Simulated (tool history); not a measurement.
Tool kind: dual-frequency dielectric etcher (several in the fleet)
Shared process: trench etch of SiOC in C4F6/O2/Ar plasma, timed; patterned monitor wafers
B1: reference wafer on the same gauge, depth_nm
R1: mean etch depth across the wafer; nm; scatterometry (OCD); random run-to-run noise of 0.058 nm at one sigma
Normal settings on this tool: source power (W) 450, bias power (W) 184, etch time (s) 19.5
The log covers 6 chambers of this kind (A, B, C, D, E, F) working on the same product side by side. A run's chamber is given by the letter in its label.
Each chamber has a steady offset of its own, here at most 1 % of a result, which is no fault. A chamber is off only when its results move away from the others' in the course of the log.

{"run": "1B", "hour": 10.8, "source power (W)": 450, "bias power (W)": 184, "etch time (s)": 19.5, "B1": 38.417, "R1": 42.371}
{"run": "2E", "hour": 19.9, "source power (W)": 450, "bias power (W)": 184, "etch time (s)": 19.5, "B1": 38.412, "R1": 42.881}
{"run": "3D", "hour": 28.2, "source power (W)": 450, "bias power (W)": 184, "etch time (s)": 19.5, "B1": 38.415, "R1": 42.764}
{"run": "4F", "hour": 36.4, "source power (W)": 450, "bias power (W)": 184, "etch time (s)": 19.5, "B1": 38.433, "R1": 42.595}
{"run": "5C", "hour": 43.5, "source power (W)": 450, "bias power (W)": 184, "etch time (s)": 19.5, "B1": 38.42, "R1": 43.092}
{"run": "6A", "hour": 52.3, "source power (W)": 450, "bias power (W)": 184, "etch time (s)": 19.5, "B1": 38.421, "R1": 42.977}
{"run": "7A", "hour": 63.3, "source power (W)": 450, "bias power (W)": 184, "etch time (s)": 19.5, "B1": 38.44, "R1": 43.048}
{"hour": 64.0, "done": "chamber F: wet clean of the chamber"}
{"run": "8C", "hour": 73.6, "source power (W)": 450, "bias power (W)": 184, "etch time (s)": 19.5, "B1": 38.436, "R1": 43.074}
{"run": "9D", "hour": 81.2, "source power (W)": 450, "bias power (W)": 184, "etch time (s)": 19.5, "B1": 38.443, "R1": 42.86}
{"run": "10B", "hour": 88.6, "source power (W)": 450, "bias power (W)": 147, "etch time (s)": 17.0, "B1": 38.456, "R1": 34.59}
{"run": "11F", "hour": 99.0, "source power (W)": 450, "bias power (W)": 147, "etch time (s)": 17.0, "B1": 38.454, "R1": 34.778}
{"run": "12E", "hour": 106.2, "source power (W)": 450, "bias power (W)": 147, "etch time (s)": 17.0, "B1": 38.46, "R1": 34.905}
{"hour": 108.4, "done": "chamber D: wet clean of the chamber"}
{"run": "13B", "hour": 112.8, "source power (W)": 450, "bias power (W)": 147, "etch time (s)": 17.0, "B1": 38.475, "R1": 34.532}
{"run": "14C", "hour": 122.5, "source power (W)": 450, "bias power (W)": 147, "etch time (s)": 17.0, "B1": 38.469, "R1": 35.103}
{"run": "15A", "hour": 129.8, "source power (W)": 450, "bias power (W)": 147, "etch time (s)": 17.0, "B1": 38.478, "R1": 34.944}
{"run": "16F", "hour": 140.7, "source power (W)": 450, "bias power (W)": 184, "etch time (s)": 19.5, "B1": 38.501, "R1": 42.647}
{"run": "17D", "hour": 150.0, "source power (W)": 450, "bias power (W)": 184, "etch time (s)": 19.5, "B1": 38.501, "R1": 42.963}
{"hour": 152.1, "done": "chamber C: wet clean of the chamber"}
{"run": "18E", "hour": 155.3, "source power (W)": 450, "bias power (W)": 184, "etch time (s)": 19.5, "B1": 38.504, "R1": 43.005}
{"run": "19E", "hour": 164.6, "source power (W)": 450, "bias power (W)": 184, "etch time (s)": 19.5, "B1": 38.493, "R1": 42.914}
{"run": "20B", "hour": 172.7, "source power (W)": 450, "bias power (W)": 184, "etch time (s)": 19.5, "B1": 38.501, "R1": 42.485}
{"run": "21A", "hour": 184.2, "source power (W)": 450, "bias power (W)": 184, "etch time (s)": 19.5, "B1": 38.521, "R1": 43.115}
{"run": "22F", "hour": 195.2, "source power (W)": 450, "bias power (W)": 184, "etch time (s)": 19.5, "B1": 38.514, "R1": 42.738}
{"hour": 201.6, "done": "chamber B: wet clean of the chamber"}
{"run": "23C", "hour": 202.9, "source power (W)": 450, "bias power (W)": 184, "etch time (s)": 19.5, "B1": 38.53, "R1": 43.188}
{"run": "24D", "hour": 214.0, "source power (W)": 450, "bias power (W)": 184, "etch time (s)": 19.5, "B1": 38.537, "R1": 42.828}
{"run": "25B", "hour": 221.7, "source power (W)": 450, "bias power (W)": 184, "etch time (s)": 19.5, "B1": 38.536, "R1": 42.482}
{"run": "26D", "hour": 228.9, "source power (W)": 450, "bias power (W)": 146, "etch time (s)": 15.0, "B1": 38.53, "R1": 30.699}
{"run": "27C", "hour": 237.8, "source power (W)": 450, "bias power (W)": 146, "etch time (s)": 15.0, "B1": 38.562, "R1": 30.883}
{"hour": 245.3, "done": "chamber E: wet clean of the chamber"}
{"run": "28E", "hour": 249.0, "source power (W)": 450, "bias power (W)": 146, "etch time (s)": 15.0, "B1": 38.559, "R1": 30.859}
{"run": "29F", "hour": 256.1, "source power (W)": 450, "bias power (W)": 146, "etch time (s)": 15.0, "B1": 38.563, "R1": 30.633}
{"hour": 260.9, "done": "chamber F: bias power generator calibrated"}
{"run": "30A", "hour": 263.1, "source power (W)": 450, "bias power (W)": 146, "etch time (s)": 15.0, "B1": 38.564, "R1": 30.937}
{"run": "31C", "hour": 271.8, "source power (W)": 450, "bias power (W)": 146, "etch time (s)": 15.0, "B1": 38.57, "R1": 30.942}
{"run": "32F", "hour": 283.1, "source power (W)": 450, "bias power (W)": 184, "etch time (s)": 19.5, "B1": 38.561, "R1": 42.838}
{"run": "33E", "hour": 289.2, "source power (W)": 450, "bias power (W)": 184, "etch time (s)": 19.5, "B1": 38.577, "R1": 43.01}
{"run": "34B", "hour": 300.5, "source power (W)": 450, "bias power (W)": 184, "etch time (s)": 19.5, "B1": 38.607, "R1": 42.633}
{"run": "35D", "hour": 311.7, "source power (W)": 450, "bias power (W)": 184, "etch time (s)": 19.5, "B1": 38.593, "R1": 42.923}
{"run": "36A", "hour": 323.4, "source power (W)": 450, "bias power (W)": 184, "etch time (s)": 19.5, "B1": 38.619, "R1": 43.202}
{"run": "37A", "hour": 332.8, "source power (W)": 450, "bias power (W)": 184, "etch time (s)": 19.5, "B1": 38.62, "R1": 43.108}
{"run": "38F", "hour": 338.1, "source power (W)": 450, "bias power (W)": 184, "etch time (s)": 19.5, "B1": 38.59, "R1": 42.885}

Next, all 6 chambers run the settings below, one line each with question marks for the results. What does each chamber give?
{"run": "39A", "hour": 346.5, "source power (W)": 450, "bias power (W)": 184, "etch time (s)": 19.5, "R1": "?"}
{"run": "39B", "hour": 346.5, "source power (W)": 450, "bias power (W)": 184, "etch time (s)": 19.5, "R1": "?"}
{"run": "39C", "hour": 346.5, "source power (W)": 450, "bias power (W)": 184, "etch time (s)": 19.5, "R1": "?"}
{"run": "39D", "hour": 346.5, "source power (W)": 450, "bias power (W)": 184, "etch time (s)": 19.5, "R1": "?"}
{"run": "39E", "hour": 346.5, "source power (W)": 450, "bias power (W)": 184, "etch time (s)": 19.5, "R1": "?"}
{"run": "39F", "hour": 346.5, "source power (W)": 450, "bias power (W)": 184, "etch time (s)": 19.5, "R1": "?"}

run=39A R1=43.172
run=39B R1=42.565
run=39C R1=43.249
run=39D R1=42.927
run=39E R1=43.128
run=39F R1=42.873
